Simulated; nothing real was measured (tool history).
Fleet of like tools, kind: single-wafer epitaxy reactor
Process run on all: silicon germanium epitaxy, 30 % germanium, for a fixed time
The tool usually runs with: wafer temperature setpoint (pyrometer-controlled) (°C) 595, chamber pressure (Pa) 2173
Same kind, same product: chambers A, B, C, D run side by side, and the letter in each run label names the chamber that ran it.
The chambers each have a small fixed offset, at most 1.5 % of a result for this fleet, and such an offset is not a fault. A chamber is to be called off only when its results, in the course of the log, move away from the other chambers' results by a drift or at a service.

run	hour	wafer temperature setpoint (pyrometer-controlled) (°C)	chamber pressure (Pa)	hours since the last pyrometer calibration	hours since the last manometer calibration	read-back reference wafer on the same gauge, thickness_nm	mean film thickness on the monitor wafer (nm)
1A	6.6	595	2173	1632.8	564.8	42.771	49.514
2D	10.8	595	2173	437.9	682.6	42.635	49.754
3C	16.7	595	2173	496.6	529.6	42.684	49.239
4B	21.9	595	2173	325.9	2162.6	42.658	50.227
5A	27	595	2173	1653.2	585.2	42.655	50.132
6B	33.1	595	2173	337.1	2173.8	42.71	50.385
7D	38.1	595	2173	465.2	709.9	42.731	50.576
8C	43.6	595	2173	523.5	556.5	42.746	49.462
9A	47.1	595	2173	1673.3	605.3	42.666	49.932
10C	50.5	604	2173	530.4	563.4	42.634	58.708
11B	57.6	604	2173	361.6	2198.3	42.624	59.533
12D	64.2	604	2173	491.3	736	42.718	59.2
13A	68.3	604	2173	1694.5	626.5	42.716	59.613
14D	72.9	595	2173	500	744.7	42.715	49.927
15B	78.2	595	2413	382.2	2218.9	42.698	52.058
16C	82.7	595	2413	562.6	595.6	42.719	51.252
17A	87.2	595	2413	1713.4	645.4	42.724	52.948
18B	91.5	595	2413	395.5	2232.2	42.671	52.067
19C	96.4	595	2173	576.3	609.3	42.626	49.915
20D	101.2	595	2173	528.3	773	42.718	50.052
21D	108.3	595	2173	535.4	780.1	42.72	50.023
22C	113.9	595	2173	593.8	626.8	42.718	49.872
23A	120.4	595	2173	1746.6	678.6	42.654	50.852
24B	126.9	595	2173	430.9	2267.6	42.703	49.979
25C	131.1	595	2173	611	644	42.652	50.044
26A	134.9	595	2173	1761.1	693.1	42.725	51.224
27B	142.5	595	2173	446.5	2283.2	42.7	49.706
28D	148.1	595	2173	575.2	819.9	42.709	49.826
29B	153.9	595	2173	457.9	2294.6	42.709	49.496
30D	160.5	595	2173	587.6	832.3	42.722	50.224
31C	165.7	595	2173	645.6	678.6	42.69	49.429

All chambers now run identical settings, listed one chamber a line with results as question marks. What results will each chamber show?
32A	171.2	595	2426				?
32B	171.2	595	2426				?
32C	171.2	595	2426				?
32D	171.2	595	2426				?

run	mean film thickness on the monitor wafer (nm)
32A	53.856
32B	52.445
32C	51.362
32D	52.334

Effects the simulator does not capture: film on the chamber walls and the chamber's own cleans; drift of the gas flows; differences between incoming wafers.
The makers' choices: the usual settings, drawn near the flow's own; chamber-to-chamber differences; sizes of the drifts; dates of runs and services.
